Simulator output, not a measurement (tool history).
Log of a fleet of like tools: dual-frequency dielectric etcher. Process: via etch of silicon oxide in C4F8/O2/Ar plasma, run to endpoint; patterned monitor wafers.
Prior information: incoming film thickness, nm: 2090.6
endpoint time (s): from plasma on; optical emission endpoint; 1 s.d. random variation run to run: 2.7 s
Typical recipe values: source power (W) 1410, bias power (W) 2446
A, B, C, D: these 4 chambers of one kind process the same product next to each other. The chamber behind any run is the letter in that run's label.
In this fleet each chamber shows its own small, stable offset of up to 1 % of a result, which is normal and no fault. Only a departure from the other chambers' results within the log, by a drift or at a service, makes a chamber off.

run 1D hour=3.9 | source_power_(W)=1410 bias_power_(W)=2446 | endpoint_time_(s)=450.85
run 2C hour=10.2 | source_power_(W)=1410 bias_power_(W)=2446 | endpoint_time_(s)=447.92
run 3A hour=18 | source_power_(W)=1410 bias_power_(W)=2446 | endpoint_time_(s)=447.29
run 4B hour=25.5 | source_power_(W)=1410 bias_power_(W)=2446 | endpoint_time_(s)=452.91
run 5C hour=31.1 | source_power_(W)=1410 bias_power_(W)=2446 | endpoint_time_(s)=444.11
run 6B hour=38.5 | source_power_(W)=1410 bias_power_(W)=2446 | endpoint_time_(s)=452.13
run 7D hour=43.1 | source_power_(W)=1410 bias_power_(W)=2446 | endpoint_time_(s)=449.09
run 8A hour=51.3 | source_power_(W)=1410 bias_power_(W)=2446 | endpoint_time_(s)=445.97
run 9B hour=59.3 | source_power_(W)=1410 bias_power_(W)=2446 | endpoint_time_(s)=447.25
run 10D hour=64.2 | source_power_(W)=1080 bias_power_(W)=2053 | endpoint_time_(s)=528.31
run 11C hour=69.2 | source_power_(W)=1080 bias_power_(W)=2053 | endpoint_time_(s)=515.25
-- hour=73.8 chamber A: wet clean of the chamber
run 12A hour=75.2 | source_power_(W)=1080 bias_power_(W)=2053 | endpoint_time_(s)=542.71
run 13D hour=83.2 | source_power_(W)=1080 bias_power_(W)=2053 | endpoint_time_(s)=526.38
-- hour=84.3 chamber D: wet clean of the chamber
run 14B hour=91.5 | source_power_(W)=1210 bias_power_(W)=2677 | endpoint_time_(s)=461.5
run 15A hour=95.9 | source_power_(W)=1210 bias_power_(W)=2677 | endpoint_time_(s)=481.14
run 16C hour=102.5 | source_power_(W)=1210 bias_power_(W)=2677 | endpoint_time_(s)=463.87
run 17B hour=109.8 | source_power_(W)=1210 bias_power_(W)=2677 | endpoint_time_(s)=463
run 18D hour=113.5 | source_power_(W)=1410 bias_power_(W)=2446 | endpoint_time_(s)=449.15
run 19A hour=120.3 | source_power_(W)=1410 bias_power_(W)=2446 | endpoint_time_(s)=463.54
run 20C hour=125.3 | source_power_(W)=1410 bias_power_(W)=2446 | endpoint_time_(s)=443.34
run 21A hour=131.8 | source_power_(W)=1410 bias_power_(W)=2446 | endpoint_time_(s)=463.91
run 22D hour=139.5 | source_power_(W)=1410 bias_power_(W)=2446 | endpoint_time_(s)=448.84
run 23B hour=145.8 | source_power_(W)=1410 bias_power_(W)=2446 | endpoint_time_(s)=454.47
run 24C hour=150.4 | source_power_(W)=1600 bias_power_(W)=2446 | endpoint_time_(s)=423.42

Has any chamber moved away from the others, gradually or after a service, or does the common gauge drift, or do the chambers differ only by their own small steady offsets? State the chamber and the most likely cause if one applies.

After it was serviced, chamber A no longer matches the other chambers.
Most likely cause: etch rate under this chamber's usual, % = 4.26.

Which of the 4 candidates below, each the usual settings with something changed and its results left as question marks, puts chamber A back in line with what the other chambers give on the usual settings?
Maximum distance from the other chambers' mean on the usual settings for a result to count as in line: endpoint time (s) 9.3
run 25A-1 hour=156.4 | source_power_(W)=1670 bias_power_(W)=2446 | endpoint_time_(s)=?
run 25A-2 hour=156.4 | source_power_(W)=1410 bias_power_(W)=1862 | endpoint_time_(s)=?
run 25A-3 hour=156.4 | source_power_(W)=1290 bias_power_(W)=2446 | endpoint_time_(s)=?
run 25A-4 hour=156.4 | source_power_(W)=1480 bias_power_(W)=2549 | endpoint_time_(s)=?

Usual-settings mean across the other chambers: endpoint time (s) 448.29
run=25A-1 endpoint_time_(s)=433.74
run=25A-2 endpoint_time_(s)=502.18
run=25A-3 endpoint_time_(s)=479.55
run=25A-4 endpoint_time_(s)=448.97
25A-4 brings the chamber back in line.
